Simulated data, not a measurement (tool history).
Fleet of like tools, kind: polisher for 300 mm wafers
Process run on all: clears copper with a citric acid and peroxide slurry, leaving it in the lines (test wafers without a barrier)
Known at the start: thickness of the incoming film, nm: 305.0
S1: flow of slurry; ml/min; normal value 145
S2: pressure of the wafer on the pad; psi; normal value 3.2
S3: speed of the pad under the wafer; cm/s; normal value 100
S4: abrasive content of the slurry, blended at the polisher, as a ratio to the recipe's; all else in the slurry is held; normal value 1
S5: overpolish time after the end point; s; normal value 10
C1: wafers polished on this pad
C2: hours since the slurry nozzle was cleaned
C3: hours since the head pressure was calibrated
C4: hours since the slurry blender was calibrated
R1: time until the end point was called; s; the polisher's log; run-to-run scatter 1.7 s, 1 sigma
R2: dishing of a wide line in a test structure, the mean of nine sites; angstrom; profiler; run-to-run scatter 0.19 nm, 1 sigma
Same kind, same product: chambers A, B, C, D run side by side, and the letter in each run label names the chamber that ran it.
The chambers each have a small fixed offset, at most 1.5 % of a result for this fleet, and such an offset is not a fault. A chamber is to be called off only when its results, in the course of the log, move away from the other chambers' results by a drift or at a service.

run   hour   S1   S2   S3  S4  S5    C1     C2     C3     C4       R1      R2
 1D    3.5  145  3.2  100   1  10   217  380.7  189.2  184.2  107.940  133.89
 2A    8.2  145  3.2  100   1  10  1271  154.7   33.2   27.5  108.550  136.92
 3B   12.0  145  3.2  100   1  10   508  358.7  582.6  298.4  107.010  136.32
 4C   17.4  145  3.2  100   1  10   365  230.1  276.3  112.4  107.760  138.30
 5D   22.3  145  3.2  100   1  10   386  399.5  208.0  203.0  105.880  132.83
 6A   27.6  145  3.2  100   1  10  1445  174.1   52.6   46.9  108.290  140.67
      29.3  -- chamber B: worn pad replaced by a new one
 7B   32.4  145  3.2  100   1  10    28  379.1  603.0  318.8  108.920  134.30
 8C   36.9  145  3.2  100   1  10   541  249.6  295.8  131.9  110.290  136.54
      38.0  -- chamber C: worn pad replaced by a new one
      41.6  -- chamber A: worn pad replaced by a new one
 9B   42.3  145  3.2  100   1  10   117  389.0  612.9  328.7  107.870  133.09
10C   46.0  145  3.2  100   1  10    72  258.7  304.9  141.0  106.340  136.51
      49.9  -- chamber D: slurry nozzle cleaned
11D   51.1  145  3.2  100   1  10   646    1.2  236.8  231.8  106.070  133.57
12A   55.6  145  3.2  100   1  10   126  202.1   80.6   74.9  104.600  138.84
13B   61.4  145  3.2  100   1  10   289  408.1  632.0  347.8  109.030  134.30
14A   66.7  145  3.2  124   1  10   226  213.2   91.7   86.0   86.215  151.89
15D   70.0  145  3.2  124   1  10   816   20.1  255.7  250.7   84.103  148.28
16C   73.9  145  3.2  124   1  10   323  286.6  332.8  168.9   86.570  151.01
17D   79.3  145  3.2  124   1  10   900   29.4  265.0  260.0   88.215  149.71
18A   83.2  145  3.2  100   1  10   375  229.7  108.2  102.5  106.570  136.75
      86.6  -- chamber D: slurry blender recalibrated
19C   89.6  145  3.2  100   1  10   465  302.3  348.5  184.6  108.100  140.92
      90.1  -- chamber A: slurry nozzle cleaned
20B   94.1  145  3.2  100   1  10   583  440.8  664.7  380.5  106.590  140.64
21C  100.8  145  3.2  116   1   7   566  313.5  359.7  195.8   94.216  120.32
     102.4  -- chamber C: worn pad replaced by a new one
22D  104.9  145  3.2  116   1   7  1130   55.0  290.6   18.3   94.761  117.45
23A  108.3  145  3.2  116   1   7   601   18.3  133.3  127.6   94.317  120.74
     113.8  -- chamber C: slurry blender recalibrated
24B  113.9  145  3.2  116   1   7   762  460.6  684.5  400.3   93.972  122.72
     117.0  -- chamber D: worn pad replaced by a new one
25C  117.9  145  3.2  100   1  10   139  330.6  376.8    4.2  104.890  135.41
26A  122.9  145  3.2  100   1  10   732   32.9  147.9  142.2  107.400  137.75
27D  126.4  145  3.2  100   1  10    85   76.5  312.1   39.8  108.440  131.50
     127.8  -- chamber B: worn pad replaced by a new one
28B  130.9  145  3.2  100   1  13    27  477.6  701.5  417.3  106.760  156.18
29C  137.5  145  3.2  100   1  13   315  350.2  396.4   23.8  106.570  151.97
30B  143.0  145  3.2  100   1  13   136  489.7  713.6  429.4  110.750  155.44

Does one chamber stand apart from the rest, does the shared gauge drift, or is all well apart from small per-chamber offsets? Give the chamber and the most likely cause, where there is one.

No chamber is off and the gauge is stable; the differences are just each chamber's small, constant offset.
